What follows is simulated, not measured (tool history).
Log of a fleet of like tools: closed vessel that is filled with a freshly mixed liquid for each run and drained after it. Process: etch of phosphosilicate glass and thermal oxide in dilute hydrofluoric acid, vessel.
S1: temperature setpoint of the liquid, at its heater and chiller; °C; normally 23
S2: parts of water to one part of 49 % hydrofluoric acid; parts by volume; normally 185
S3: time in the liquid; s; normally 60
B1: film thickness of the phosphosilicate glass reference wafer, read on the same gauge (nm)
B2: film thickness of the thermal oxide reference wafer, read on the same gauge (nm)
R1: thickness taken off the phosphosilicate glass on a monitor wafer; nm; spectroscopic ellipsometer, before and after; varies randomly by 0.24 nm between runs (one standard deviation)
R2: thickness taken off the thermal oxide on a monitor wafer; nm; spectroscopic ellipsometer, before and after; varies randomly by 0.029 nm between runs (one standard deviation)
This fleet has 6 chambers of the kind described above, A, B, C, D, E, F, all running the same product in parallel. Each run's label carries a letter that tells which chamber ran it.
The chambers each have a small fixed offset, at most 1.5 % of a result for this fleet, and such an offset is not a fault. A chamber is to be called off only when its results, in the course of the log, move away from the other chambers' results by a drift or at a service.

run   hour    S1   S2  S3      B1      B2      R1       R2
 1D    6.1    23  185  60  129.99  50.024  49.279   1.2396
 2B   12.3    23  185  60  129.98   49.96  48.906   1.2915
 3E   16.3    23  185  60  130.01  50.008  49.032   1.2669
 4F   21.8    23  185  60  130.01  49.994  48.595    1.222
 5C   27.4    23  185  60  130.01  50.014  48.549   1.3195
 6A   31.9    23  185  60  129.98  50.011  49.027   1.2811
 7C   35.5    23  185  60     130  49.961  48.247   1.2871
 8A     41    23  185  60  130.02  50.014  49.201   1.2761
 9E   45.2    23  185  60     130  49.991  49.052   1.2829
10B   50.2    23  185  60  130.01      50  48.928   1.2451
11F   56.3    23  250  60  130.02  49.981  33.185   0.8849
12D   60.3    23  250  60  130.01  49.958  34.299  0.89177
13D   63.4    23  250  60  130.01  49.985  34.249  0.86824
14B   70.1    23  250  60  130.01  49.971  33.719  0.89647
15E   76.5    23  250  60  129.98  49.958  33.793  0.86969
16A     80    23  250  60  129.99  50.001  33.782   0.8678
17F   84.5    23  185  60     130  50.018  48.356   1.1903
18C   87.8    23  185  60  130.01  50.008  48.713   1.2695
19F   92.5    23  185  60     130  49.994  48.245   1.2432
20C   99.1    23  185  60  130.01  49.991  48.257   1.2084
21B  103.6    23  185  60     130  50.051  48.882   1.2406
22A  106.7    23  185  60  130.01   49.99   49.44   1.2684
23E  113.2    23  185  60     130   50.02  49.112   1.2105
24D  119.4    23  185  60  130.02  50.064  49.109   1.2849
25D  124.3    23  185  60     130  50.001  49.381   1.2632
     127.7  -- chamber D: thermometer replaced
26E  130.7    23  185  60  129.99  49.996  48.761    1.297
27F  135.4    23  185  60     130  50.014  48.367   1.2971
28A  140.1    23  185  60  130.02  49.995  49.159   1.2959
29B  145.4    23  185  60     130  49.993  48.734   1.2563
30C  149.7    23  185  60  130.01  49.972  48.392   1.2379
31A  153.8  18.5  185  60  129.99  50.017  41.336   1.0367
32C  160.2  18.5  185  60  129.98  49.988  40.808   1.1001
33F  165.8  18.5  185  60     130  50.041  41.107   1.0427
34B  171.5  18.5  185  60  130.02  49.984  41.223    1.094
35D  175.3  18.5  185  60  129.98  49.984  41.369   1.0527
36E  182.2  18.5  185  60  130.02  49.957  41.071   1.0477
37D  186.8    23  185  60     130  50.015   49.31   1.2004
38E  191.4    23  185  60     130  49.988  49.249   1.2706

Read the log: is a single chamber off, either drifting away or since a service, is the gauge that measures every chamber drifting, or is nothing wrong beyond small per-chamber offsets? Name any odd chamber and what most likely caused it.

The fleet is healthy, with each chamber sitting at its usual small offset and no drift in the gauge.

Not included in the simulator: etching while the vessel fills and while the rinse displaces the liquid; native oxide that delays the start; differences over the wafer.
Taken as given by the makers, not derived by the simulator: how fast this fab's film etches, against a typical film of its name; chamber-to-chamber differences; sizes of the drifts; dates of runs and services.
